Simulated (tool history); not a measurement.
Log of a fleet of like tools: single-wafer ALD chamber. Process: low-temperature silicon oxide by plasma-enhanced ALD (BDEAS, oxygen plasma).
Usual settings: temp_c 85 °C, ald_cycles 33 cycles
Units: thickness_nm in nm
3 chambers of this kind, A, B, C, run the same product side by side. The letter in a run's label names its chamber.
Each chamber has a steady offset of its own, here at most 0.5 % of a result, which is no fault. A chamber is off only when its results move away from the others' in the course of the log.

run	hour	temp_c	ald_cycles	hours since the last thermocouple change	read-back reference wafer on the same gauge, thickness_nm	thickness_nm
1C	9.8	85	33	1036.1	4.5114	4.9821
2B	14.5	85	33	554	4.5136	4.9834
3A	24.2	85	33	803.9	4.5139	4.9923
4A	30.7	85	33	810.4	4.5132	4.9884
5B	38	85	33	577.5	4.5151	4.9767
6C	44	77	27	1070.3	4.5159	4.2035
7C	53.3	77	27	1079.6	4.5163	4.1843
8A	62.2	77	27	841.9	4.5168	4.2148
9B	68.9	85	33	608.4	4.5186	4.9819
10B	74.8	85	33	614.3	4.5193	4.986
11A	84.2	85	33	863.9	4.5192	4.9894
12C	89.9	85	33	1116.2	4.5217	4.9902
13B	98.5	85	33	638	4.5206	4.9915
14C	108	85	28	1134.3	4.5239	4.2422
15A	113.4	85	28	893.1	4.5236	4.229
16C	121.2	85	28	1147.5	4.5252	4.2368
17A	126.1	85	33	905.8	4.5246	4.9996
18B	131.9	85	33	671.4	4.5238	5.0025
19A	140.7	85	33	920.4	4.5275	4.9952
20B	149	85	27	688.5	4.5268	4.0959
21C	158	85	27	1184.3	4.5258	4.0932
22A	162.7	85	27	942.4	4.5279	4.0967
23C	169.5	85	33	1195.8	4.5294	5.0177
24B	174.5	85	33	714	4.5301	4.9912
25C	181.1	80	39	1207.4	4.5316	6.0445
26A	185.3	80	39	965	4.5299	6.0099
27B	192.7	80	39	732.2	4.5315	6.0045
28C	197.8	85	33	1224.1	4.5329	5.0118
29B	206.1	85	33	745.6	4.5343	4.9868
30A	214.6	85	33	994.3	4.5337	5.0132
31A	220.1	85	33	999.8	4.5372	4.991
32C	229.2	85	33	1255.5	4.5355	4.9952
33B	236.1	85	35	775.6	4.5371	5.3127
34A	245.6	85	35	1025.3	4.5381	5.3205
35B	253.6	85	35	793.1	4.5415	5.332
36C	261.4	85	33	1287.7	4.5391	5.0118
37B	267.8	85	33	807.3	4.5411	5.0133
38C	277	85	33	1303.3	4.5394	5.0281

Is one chamber off against the others, does the gauge drift, or is nothing wrong? If a chamber is off, say which, and what the likeliest cause is.

The gauge drifts, so all chambers seem to drift together. No chamber is off.
Cause: gauge reads high (%) = 0.717.

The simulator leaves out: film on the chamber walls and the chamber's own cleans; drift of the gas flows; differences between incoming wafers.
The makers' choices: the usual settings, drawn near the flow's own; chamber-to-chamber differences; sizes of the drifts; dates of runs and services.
